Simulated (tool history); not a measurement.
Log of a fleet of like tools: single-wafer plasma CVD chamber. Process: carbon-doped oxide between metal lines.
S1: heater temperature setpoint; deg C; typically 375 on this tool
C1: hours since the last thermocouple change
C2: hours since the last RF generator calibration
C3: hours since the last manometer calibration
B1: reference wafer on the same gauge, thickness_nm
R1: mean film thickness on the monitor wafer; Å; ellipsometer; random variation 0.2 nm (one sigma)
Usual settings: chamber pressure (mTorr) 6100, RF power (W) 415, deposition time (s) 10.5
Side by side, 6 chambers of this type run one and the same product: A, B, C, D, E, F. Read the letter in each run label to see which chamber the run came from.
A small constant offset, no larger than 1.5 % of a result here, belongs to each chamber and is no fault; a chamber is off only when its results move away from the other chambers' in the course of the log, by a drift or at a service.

Run 1A, hour 7.6: usual settings; C1 2184.6; C2 498.2; C3 545; B1 51.026. Result: R1 460.82 Å.
At hour 9.8: chamber B: thermocouple changed; heater temperature recalibrated.
At hour 17.8: chamber A: thermocouple changed; heater temperature recalibrated.
Run 2C, hour 22.7: usual settings; C1 295; C2 1161.8; C3 430; B1 51.086. Result: R1 458.63 Å.
Run 3F, hour 31.5: usual settings; C1 291.3; C2 137.8; C3 2137.5; B1 51.011. Result: R1 456.85 Å.
Run 4B, hour 42.5: usual settings; C1 32.7; C2 1653.1; C3 753.7; B1 50.904. Result: R1 462.16 Å.
Run 5E, hour 55.8: usual settings; C1 2283.4; C2 300.9; C3 476.1; B1 51.055. Result: R1 463.56 Å.
Run 6D, hour 67.4: usual settings but chamber pressure (mTorr) 5040, deposition time (s) 11.8; C1 698.5; C2 316.7; C3 1093.2; B1 51.005. Result: R1 509.11 Å.
At hour 73: chamber E: thermocouple changed; heater temperature recalibrated.
Run 7D, hour 77.2: usual settings but chamber pressure (mTorr) 5040, deposition time (s) 11.8; C1 708.3; C2 326.5; C3 1103; B1 50.994. Result: R1 506.35 Å.
Run 8F, hour 88.9: usual settings but chamber pressure (mTorr) 5040, deposition time (s) 11.8; C1 348.7; C2 195.2; C3 2194.9; B1 50.998. Result: R1 504.44 Å.
Run 9C, hour 96.6: usual settings but chamber pressure (mTorr) 5040, deposition time (s) 11.8; C1 368.9; C2 1235.7; C3 503.9; B1 50.989. Result: R1 508.97 Å.
Run 10E, hour 109.9: usual settings but chamber pressure (mTorr) 5040, deposition time (s) 11.8; C1 37; C2 355; C3 530.2; B1 51.028. Result: R1 510.44 Å.
Run 11B, hour 121.9: usual settings but chamber pressure (mTorr) 5040, deposition time (s) 11.8; C1 112.1; C2 1732.5; C3 833.1; B1 50.955. Result: R1 506.9 Å.
Run 12A, hour 132.6: usual settings; C1 114.9; C2 623.2; C3 670; B1 51.045. Result: R1 461.67 Å.
At hour 141: chamber F: capacitance manometer re-zeroed and calibrated.
Run 13B, hour 145.1: usual settings but deposition time (s) 8.5; C1 135.3; C2 1755.7; C3 856.3; B1 50.908. Result: R1 374.65 Å.
Run 14F, hour 158.3: usual settings but deposition time (s) 8.5; C1 418.1; C2 264.6; C3 17.4; B1 50.959. Result: R1 370.83 Å.
Run 15A, hour 173.7: usual settings but deposition time (s) 8.5; C1 156; C2 664.3; C3 711.1; B1 50.98. Result: R1 374.43 Å.
Run 16E, hour 186.4: usual settings but deposition time (s) 8.5; C1 113.5; C2 431.5; C3 606.7; B1 51.043. Result: R1 375.43 Å.
Run 17D, hour 194.5: usual settings but deposition time (s) 8.5; C1 825.6; C2 443.8; C3 1220.3; B1 50.974. Result: R1 382.52 Å.
Run 18C, hour 204.8: usual settings but deposition time (s) 8.5; C1 477.1; C2 1343.9; C3 612.1; B1 50.973. Result: R1 371.88 Å.
Run 19C, hour 215.8: usual settings but chamber pressure (mTorr) 4750, RF power (W) 340; C1 488.1; C2 1354.9; C3 623.1; B1 51.036. Result: R1 381.11 Å.
Run 20B, hour 222.8: usual settings but chamber pressure (mTorr) 4750, RF power (W) 340; C1 213; C2 1833.4; C3 934; B1 50.982. Result: R1 380.43 Å.
Run 21A, hour 236.5: usual settings but chamber pressure (mTorr) 4750, RF power (W) 340; C1 218.8; C2 727.1; C3 773.9; B1 50.958. Result: R1 382.02 Å.
Run 22F, hour 246.5: usual settings but chamber pressure (mTorr) 4750, RF power (W) 340; C1 506.3; C2 352.8; C3 105.6; B1 51.019. Result: R1 383.99 Å.
Run 23D, hour 260.5: usual settings but chamber pressure (mTorr) 4750, RF power (W) 340; C1 891.6; C2 509.8; C3 1286.3; B1 51.043. Result: R1 386.97 Å.
Run 24E, hour 272.1: usual settings but chamber pressure (mTorr) 4750, RF power (W) 340; C1 199.2; C2 517.2; C3 692.4; B1 51.003. Result: R1 388.17 Å.
Run 25A, hour 279.1: usual settings; C1 261.4; C2 769.7; C3 816.5; B1 50.952. Result: R1 463.04 Å.
At hour 291.2: chamber B: RF generator calibrated.
Run 26C, hour 292.1: usual settings; C1 564.4; C2 1431.2; C3 699.4; B1 50.983. Result: R1 451.3 Å.
Run 27E, hour 301.5: usual settings; C1 228.6; C2 546.6; C3 721.8; B1 50.995. Result: R1 465.66 Å.
Run 28F, hour 314: usual settings; C1 573.8; C2 420.3; C3 173.1; B1 50.952. Result: R1 463.12 Å.
Run 29B, hour 323.9: usual settings but S1 385 deg C, deposition time (s) 12.4; C1 314.1; C2 32.7; C3 1035.1; B1 50.978. Result: R1 530.19 Å.
At hour 329: chamber B: capacitance manometer re-zeroed and calibrated.
Run 30D, hour 337.1: usual settings but S1 385 deg C, deposition time (s) 12.4; C1 968.2; C2 586.4; C3 1362.9; B1 51.068. Result: R1 535.76 Å.
Run 31D, hour 347.5: usual settings but S1 385 deg C, deposition time (s) 12.4; C1 978.6; C2 596.8; C3 1373.3; B1 50.996. Result: R1 541.25 Å.
Run 32C, hour 358.2: usual settings but S1 385 deg C, deposition time (s) 12.4; C1 630.5; C2 1497.3; C3 765.5; B1 51.047. Result: R1 509.47 Å.
Run 33E, hour 370.3: usual settings but S1 385 deg C, deposition time (s) 12.4; C1 297.4; C2 615.4; C3 790.6; B1 51.01. Result: R1 538 Å.
Run 34B, hour 378.1: usual settings but S1 385 deg C, deposition time (s) 12.4; C1 368.3; C2 86.9; C3 49.2; B1 51.017. Result: R1 531.61 Å.
Run 35A, hour 386.1: usual settings; C1 368.4; C2 876.7; C3 923.5; B1 51.033. Result: R1 463.89 Å.
Run 36F, hour 398.6: usual settings; C1 658.4; C2 504.9; C3 257.7; B1 51.012. Result: R1 460.24 Å.
Run 37E, hour 414.4: usual settings but RF power (W) 485, deposition time (s) 11.4; C1 341.5; C2 659.5; C3 834.7; B1 51.018. Result: R1 563.84 Å.
Run 38C, hour 423.3: usual settings but RF power (W) 485, deposition time (s) 11.4; C1 695.6; C2 1562.4; C3 830.6; B1 50.982. Result: R1 528.6 Å.
Run 39B, hour 435.9: usual settings but RF power (W) 485, deposition time (s) 11.4; C1 426.1; C2 144.7; C3 107; B1 51.014. Result: R1 557.67 Å.
Run 40F, hour 447.7: usual settings but RF power (W) 485, deposition time (s) 11.4; C1 707.5; C2 554; C3 306.8; B1 51. Result: R1 557.21 Å.

Next, every chamber runs the same settings. What will each give?
Run 41A, hour 459.2: usual settings. Result: R1 ?.
Run 41B, hour 459.2: usual settings. Result: R1 ?.
Run 41C, hour 459.2: usual settings. Result: R1 ?.
Run 41D, hour 459.2: usual settings. Result: R1 ?.
Run 41E, hour 459.2: usual settings. Result: R1 ?.
Run 41F, hour 459.2: usual settings. Result: R1 ?.

run      R1
41A  462.02
41B  461.74
41C  431.57
41D  464.85
41E  461.92
41F  458.44

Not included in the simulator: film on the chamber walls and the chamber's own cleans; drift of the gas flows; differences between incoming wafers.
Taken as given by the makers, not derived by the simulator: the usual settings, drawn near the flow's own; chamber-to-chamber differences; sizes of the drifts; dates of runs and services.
